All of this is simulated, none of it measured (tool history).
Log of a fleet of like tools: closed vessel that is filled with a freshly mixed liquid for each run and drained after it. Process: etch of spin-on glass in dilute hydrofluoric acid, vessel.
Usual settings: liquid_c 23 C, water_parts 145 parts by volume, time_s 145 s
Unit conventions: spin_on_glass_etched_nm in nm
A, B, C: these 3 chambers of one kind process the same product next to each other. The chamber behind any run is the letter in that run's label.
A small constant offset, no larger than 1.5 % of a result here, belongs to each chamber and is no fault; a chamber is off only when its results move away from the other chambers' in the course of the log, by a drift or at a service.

run	day	liquid_c	water_parts	time_s	read-back film thickness of the spin-on glass reference wafer, read on the same gauge (nm)	spin_on_glass_etched_nm
# day 0.175: chamber C: thermometer replaced
1C	0.429	23	145	145	60.004	47.714
2A	0.829	23	145	145	60.031	46.999
3B	1.112	23	145	145	59.968	46.49
4A	1.383	23	145	145	59.976	47.162
# day 1.767: chamber A: thermometer replaced
5B	1.9	23	145	145	60.021	46.194
6C	2.408	23	145	145	60.032	47.339
7B	2.954	23	145	145	60.021	46.728
8A	3.354	23	145	145	59.974	47.216
9C	3.642	23	145	145	60.016	47.535
10A	4.092	23	145	145	59.992	46.351
11C	4.6	23	145	145	59.996	47.418
12B	5.054	23	145	145	59.954	46.14
13C	5.525	25	200	145	59.968	34.923
14A	6.067	25	200	145	60.025	34.193
15B	6.629	25	200	145	60.014	33.365
16A	7.204	23	145	145	60.017	47.237
17B	7.508	23	145	145	60.057	45.506
18C	7.983	27.5	210	145	59.988	36.1
19A	8.329	27.5	210	145	59.976	35.033
20C	8.767	27.5	210	145	59.987	36.285
21B	9.129	23	145	145	59.941	44.648
22B	9.554	27.5	145	145	60.039	53.052
23A	10.008	27.5	145	145	59.99	55.253
24C	10.296	27.5	145	145	60.01	56.697
25A	10.85	23	145	145	59.957	46.496
26B	11.233	23	145	145	59.991	43.144
27C	11.754	23	145	145	60.016	47.287
28C	12.175	23	145	145	60.047	47.748
29A	12.467	23	145	145	59.987	47.052

Does one chamber stand apart from the rest, does the shared gauge drift, or is all well apart from small per-chamber offsets? Give the chamber and the most likely cause, where there is one.

One chamber, B, drifts off from the rest bit by bit.
Likeliest cause: liquid colder than its thermometer reads (K) = 2.17.
The log may not separate it from: hydrofluoric acid flow below the setpoint (%).

Which of the 4 candidates below, each the usual settings with something changed and its results left as question marks, puts chamber B back in line with what the other chambers give on the usual settings?
In-line tolerance around the mean of the other chambers on the usual settings: spin_on_glass_etched_nm 1 nm
30B-1	12.888	28.5	145	145		?
30B-2	12.888	23	175	145		?
30B-3	12.888	22.5	155	145		?
30B-4	12.888	23	140	155		?

Other chambers, usual settings, mean: spin_on_glass_etched_nm 47.151 nm
run	spin_on_glass_etched_nm
30B-1	52.936
30B-2	34.359
30B-3	38.77
30B-4	47.515
30B-4 brings the chamber back in line.

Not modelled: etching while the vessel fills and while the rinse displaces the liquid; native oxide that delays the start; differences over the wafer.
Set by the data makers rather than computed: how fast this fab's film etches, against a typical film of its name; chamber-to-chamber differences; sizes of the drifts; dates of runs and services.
